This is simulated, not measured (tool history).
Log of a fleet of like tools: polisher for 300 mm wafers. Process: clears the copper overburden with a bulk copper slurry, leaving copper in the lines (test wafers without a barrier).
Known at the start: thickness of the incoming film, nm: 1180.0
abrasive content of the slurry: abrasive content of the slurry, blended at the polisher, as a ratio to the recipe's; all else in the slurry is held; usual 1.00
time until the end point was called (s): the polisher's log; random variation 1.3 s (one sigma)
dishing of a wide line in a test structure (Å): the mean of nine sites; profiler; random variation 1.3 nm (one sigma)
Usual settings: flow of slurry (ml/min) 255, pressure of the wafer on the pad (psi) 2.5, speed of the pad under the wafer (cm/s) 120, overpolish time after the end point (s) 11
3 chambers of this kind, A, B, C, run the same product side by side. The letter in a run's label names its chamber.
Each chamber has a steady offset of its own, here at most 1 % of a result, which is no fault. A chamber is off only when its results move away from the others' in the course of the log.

run,hour,flow of slurry (ml/min),pressure of the wafer on the pad (psi),speed of the pad under the wafer (cm/s),abrasive content of the slurry,overpolish time after the end point (s),time until the end point was called (s),dishing of a wide line in a test structure (Å)
1C,2.9,255,2.5,120,1.00,11,123.32,520.39
# hour 5.2: chamber B: worn pad replaced by a new one
2B,7.8,255,2.5,120,1.00,11,120.40,534.26
3A,12.1,255,2.5,120,1.00,11,121.68,551.40
4A,16.8,255,2.5,120,1.00,11,120.58,533.06
5C,20.8,255,2.5,120,1.00,11,124.21,530.01
6B,24.2,255,2.5,120,1.00,11,121.86,534.21
7B,28.0,255,2.5,120,1.00,11,120.37,535.32
# hour 29.2: chamber C: worn pad replaced by a new one
8A,31.7,255,2.5,120,1.00,11,120.56,531.19
9C,36.8,175,2.5,120,1.00,14,126.54,570.78
# hour 40.5: chamber C: slurry nozzle cleaned
10C,43.0,175,2.5,120,1.00,14,127.81,603.20
11B,47.0,175,2.5,120,1.00,14,127.64,588.55
# hour 50.9: chamber C: slurry blender recalibrated
12A,51.6,255,2.5,120,1.00,11,120.75,533.11
13B,55.9,255,2.5,120,1.00,11,120.01,525.04
14C,61.6,255,2.5,120,1.00,11,123.06,500.10
15A,68.3,255,2.5,120,1.00,11,121.30,516.69
16B,72.9,310,2.5,120,1.00,11,117.47,521.37
# hour 76.2: chamber B: slurry blender recalibrated
17C,78.9,310,2.5,120,1.00,11,119.68,526.39
18A,82.8,310,2.5,120,1.00,11,119.38,530.99
19C,87.4,255,2.5,120,1.00,11,121.67,514.19
# hour 89.3: chamber A: slurry blender recalibrated
20B,92.0,255,2.5,120,1.00,11,120.39,521.02
21A,96.5,255,2.5,120,1.00,11,119.97,525.82
22A,102.7,255,2.5,120,1.00,11,122.93,508.91
23B,106.1,255,2.5,120,1.00,11,120.41,507.02
24C,112.2,255,2.5,120,1.00,11,123.62,532.51
25A,118.8,255,2.5,120,1.00,11,121.85,531.52
# hour 120.3: chamber B: worn pad replaced by a new one
26B,122.4,255,2.5,120,1.00,11,119.16,510.14
27C,126.7,255,2.5,120,1.00,11,120.43,521.71
28A,132.6,255,2.5,108,1.30,11,127.47,501.58
29C,139.2,255,2.5,108,1.30,11,129.18,516.38
# hour 141.6: chamber C: worn pad replaced by a new one
30B,145.9,255,2.5,108,1.30,11,127.54,527.01
# hour 150.0: chamber A: worn pad replaced by a new one
31C,151.3,255,2.5,120,1.00,11,123.53,534.03
32A,154.5,255,2.5,120,1.00,11,121.87,522.55
33B,158.4,290,2.5,120,1.15,11,117.95,545.44
34B,162.8,290,2.5,120,1.15,11,116.72,525.46
35C,168.4,290,2.5,120,1.15,11,115.47,538.77
36A,173.5,255,2.5,120,1.00,11,120.53,519.55
37B,179.9,255,2.5,120,1.00,11,119.52,521.51
38A,186.2,195,2.5,106,1.00,11,140.66,486.86
39C,189.8,195,2.5,106,1.00,11,140.01,482.65
40C,193.1,195,2.5,106,1.00,11,142.77,472.40
41B,199.9,255,2.5,120,1.00,16,120.90,633.91

What goes on in this fleet: one chamber off, a drifting gauge, or nothing beyond the chambers' own small offsets? Name the chamber and the cause, if any.

No chamber stands off beyond its own small offset, and the gauge holds steady.

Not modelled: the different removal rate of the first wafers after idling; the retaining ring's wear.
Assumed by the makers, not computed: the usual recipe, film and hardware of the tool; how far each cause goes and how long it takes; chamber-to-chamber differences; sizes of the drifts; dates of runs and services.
